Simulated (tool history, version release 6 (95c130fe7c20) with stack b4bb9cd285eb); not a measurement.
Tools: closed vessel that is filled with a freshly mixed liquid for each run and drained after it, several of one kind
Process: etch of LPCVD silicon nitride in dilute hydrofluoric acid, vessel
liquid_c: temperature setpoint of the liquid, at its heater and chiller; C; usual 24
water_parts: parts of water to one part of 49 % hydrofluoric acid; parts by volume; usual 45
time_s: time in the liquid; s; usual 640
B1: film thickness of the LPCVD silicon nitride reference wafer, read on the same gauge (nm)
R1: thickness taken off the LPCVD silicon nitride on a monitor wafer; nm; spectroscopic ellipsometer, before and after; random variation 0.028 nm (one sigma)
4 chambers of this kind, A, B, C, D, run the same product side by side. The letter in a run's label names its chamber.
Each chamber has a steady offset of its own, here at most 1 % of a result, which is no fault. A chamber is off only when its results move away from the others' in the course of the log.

run 1A day=0.208 | liquid_c=24 water_parts=45 time_s=640 | B1=89.999 | R1=7.7297
run 2D day=0.488 | liquid_c=24 water_parts=45 time_s=640 | B1=89.978 | R1=7.8141
run 3B day=0.692 | liquid_c=24 water_parts=45 time_s=640 | B1=89.998 | R1=7.8738
run 4C day=0.888 | liquid_c=24 water_parts=45 time_s=640 | B1=89.998 | R1=7.7355
run 5D day=1.088 | liquid_c=24 water_parts=45 time_s=640 | B1=90.018 | R1=7.7604
run 6A day=1.312 | liquid_c=24 water_parts=45 time_s=640 | B1=89.981 | R1=7.8526
run 7B day=1.617 | liquid_c=24 water_parts=45 time_s=640 | B1=90.014 | R1=7.8780
run 8C day=1.875 | liquid_c=24 water_parts=45 time_s=640 | B1=90.006 | R1=7.8015
run 9A day=2.058 | liquid_c=24 water_parts=45 time_s=640 | B1=89.998 | R1=7.7752
-- day=2.300 chamber C: thermometer replaced
run 10C day=2.300 | liquid_c=24 water_parts=45 time_s=640 | B1=89.999 | R1=7.8193
run 11D day=2.579 | liquid_c=24 water_parts=45 time_s=640 | B1=89.987 | R1=7.7410
run 12B day=2.946 | liquid_c=24 water_parts=45 time_s=640 | B1=90.017 | R1=7.9182
run 13C day=3.204 | liquid_c=24 water_parts=45 time_s=640 | B1=89.980 | R1=7.7534
run 14A day=3.471 | liquid_c=24 water_parts=45 time_s=640 | B1=90.007 | R1=7.7974
run 15B day=3.646 | liquid_c=24 water_parts=45 time_s=640 | B1=89.997 | R1=7.8606
run 16D day=3.812 | liquid_c=24 water_parts=45 time_s=640 | B1=89.993 | R1=7.7685
run 17A day=4.154 | liquid_c=24 water_parts=35 time_s=640 | B1=89.997 | R1=9.9172
run 18C day=4.521 | liquid_c=24 water_parts=35 time_s=640 | B1=89.983 | R1=9.9498
run 19B day=4.825 | liquid_c=24 water_parts=35 time_s=640 | B1=90.034 | R1=10.0070
run 20D day=5.042 | liquid_c=24 water_parts=35 time_s=640 | B1=89.998 | R1=9.9392
run 21D day=5.388 | liquid_c=24 water_parts=45 time_s=640 | B1=89.999 | R1=7.7823
run 22B day=5.617 | liquid_c=26 water_parts=45 time_s=830 | B1=90.010 | R1=11.6250
run 23A day=5.829 | liquid_c=26 water_parts=45 time_s=830 | B1=89.980 | R1=11.6100
run 24C day=6.158 | liquid_c=26 water_parts=45 time_s=830 | B1=89.998 | R1=11.5260
run 25D day=6.392 | liquid_c=26 water_parts=45 time_s=830 | B1=90.024 | R1=11.4920
run 26C day=6.650 | liquid_c=24 water_parts=45 time_s=640 | B1=89.983 | R1=7.7941
run 27A day=6.900 | liquid_c=24 water_parts=45 time_s=640 | B1=89.992 | R1=7.7817
run 28B day=7.138 | liquid_c=24 water_parts=45 time_s=640 | B1=89.990 | R1=7.8573
run 29D day=7.375 | liquid_c=24 water_parts=45 time_s=640 | B1=90.017 | R1=7.7797
run 30A day=7.642 | liquid_c=24 water_parts=45 time_s=640 | B1=89.998 | R1=7.7621
run 31B day=7.967 | liquid_c=24 water_parts=45 time_s=640 | B1=89.988 | R1=7.8523
run 32C day=8.329 | liquid_c=24 water_parts=45 time_s=640 | B1=90.004 | R1=7.7993
run 33C day=8.667 | liquid_c=24 water_parts=45 time_s=640 | B1=89.993 | R1=7.8098
-- day=8.850 chamber D: thermometer replaced
run 34D day=8.867 | liquid_c=24 water_parts=45 time_s=640 | B1=89.984 | R1=7.8076
run 35B day=9.217 | liquid_c=24 water_parts=45 time_s=640 | B1=89.984 | R1=7.8741

Is one chamber off against the others, does the gauge drift, or is nothing wrong? If a chamber is off, say which, and what the likeliest cause is.

No chamber stands off beyond its own small offset, and the gauge holds steady.
